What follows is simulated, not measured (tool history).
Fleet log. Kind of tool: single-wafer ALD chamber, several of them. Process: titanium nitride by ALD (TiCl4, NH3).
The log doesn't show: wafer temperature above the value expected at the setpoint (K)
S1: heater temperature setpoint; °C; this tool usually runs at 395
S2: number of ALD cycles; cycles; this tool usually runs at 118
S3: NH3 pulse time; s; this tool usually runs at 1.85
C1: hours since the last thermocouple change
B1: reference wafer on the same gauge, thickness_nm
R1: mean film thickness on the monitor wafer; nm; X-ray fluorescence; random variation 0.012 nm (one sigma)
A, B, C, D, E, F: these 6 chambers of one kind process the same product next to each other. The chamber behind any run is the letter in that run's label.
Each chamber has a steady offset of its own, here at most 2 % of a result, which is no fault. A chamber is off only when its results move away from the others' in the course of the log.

run   hour   S1   S2    S3      C1      B1      R1
 1C   10.1  395  118  1.85  1245.9  3.0494  2.6372
      12.7  -- chamber E: thermocouple changed; heater temperature recalibrated
 2F   15.7  395  118  1.85   394.5  3.0555    2.57
 3D     26  395  118  1.85  1864.2  3.0485  2.5919
 4B   31.4  395  118  1.85  2182.8  3.0469  2.5796
 5A     40  395  118  1.85  2011.6  3.0501  2.5785
 6E   45.7  395  118  1.85    33.1   3.047  2.5458
 7C   52.4  395  118  1.85  1288.2  3.0512  2.6128
 8F   58.2  395  118  1.85     437  3.0524  2.5804
 9D   66.9  395  118  1.85  1905.1  3.0511  2.5718
10A   73.3  395  118  1.85  2044.9  3.0493  2.5795
11E     81  395  118  1.85    68.4  3.0492  2.5257
12B   86.6  395  118  1.85    2238  3.0479  2.5783
13D   93.5  395  118  1.85  1931.7  3.0491  2.5797
14E  101.4  395  118  1.85    88.8  3.0508  2.5399
15B  110.1  395  118  1.85  2261.5  3.0483  2.5923
16F  115.2  395  118  1.85     494  3.0452  2.5745
17C  124.7  395  118  1.85  1360.5  3.0494  2.6257
18A  131.1  395  118  1.85  2102.7  3.0542  2.5769
19B  141.2  381  118  1.85  2292.6  3.0515  2.5624
20C  147.1  381  118  1.85  1382.9  3.0497   2.585
21A  157.4  381  118  1.85    2129  3.0479   2.572
22D  165.4  381  118  1.85  2003.6  3.0479   2.569
     171.3  -- chamber B: thermocouple changed; heater temperature recalibrated
23F  171.8  381  118  1.85   550.6  3.0503  2.5614
     180.7  -- chamber D: thermocouple changed; heater temperature recalibrated
24E  181.5  381  118  1.85   168.9  3.0482  2.4975
25D  191.2  395  118  1.85    10.5  3.0534  2.5976
26F  200.1  395  118  1.85   578.9  3.0488  2.5957
27B  209.4  395  118  1.85    38.2  3.0524  2.6206
28A  219.9  395  118  1.85  2191.5  3.0511  2.5894
29E  225.5  395  118  1.85   212.9  3.0488  2.5384
30C    234  395  118  1.85  1469.8  3.0536  2.6415
31F  240.2  395  118  1.85     619  3.0495  2.5861
32E  247.1  395  118  1.85   234.5    3.05  2.5355
33B  255.6  395  118  1.85    84.4  3.0496   2.598
34D    262  395  118  1.85    81.3  3.0525  2.5793
35C  268.7  395  118  1.85  1504.5  3.0514  2.6031
36A  276.5  395  118  1.85  2248.1  3.0485  2.6023
37B  284.2  395  118  1.85     113  3.0518  2.5794
38D  291.5  395  118  1.85   110.8  3.0482  2.5808
39E  301.1  406  118  1.85   288.5  3.0489  2.5677
40C  308.2  406  118  1.85    1544   3.052  2.6583
41F  313.6  406  118  1.85   692.4  3.0518  2.5747

Which is it: a chamber that has drifted or been left off by a service, a gauge drift common to all chambers, or only each chamber's usual small offset? If a chamber is off, name it and its likeliest cause.

All chambers stay in line apart from their small fixed offsets, and the gauge does not drift.

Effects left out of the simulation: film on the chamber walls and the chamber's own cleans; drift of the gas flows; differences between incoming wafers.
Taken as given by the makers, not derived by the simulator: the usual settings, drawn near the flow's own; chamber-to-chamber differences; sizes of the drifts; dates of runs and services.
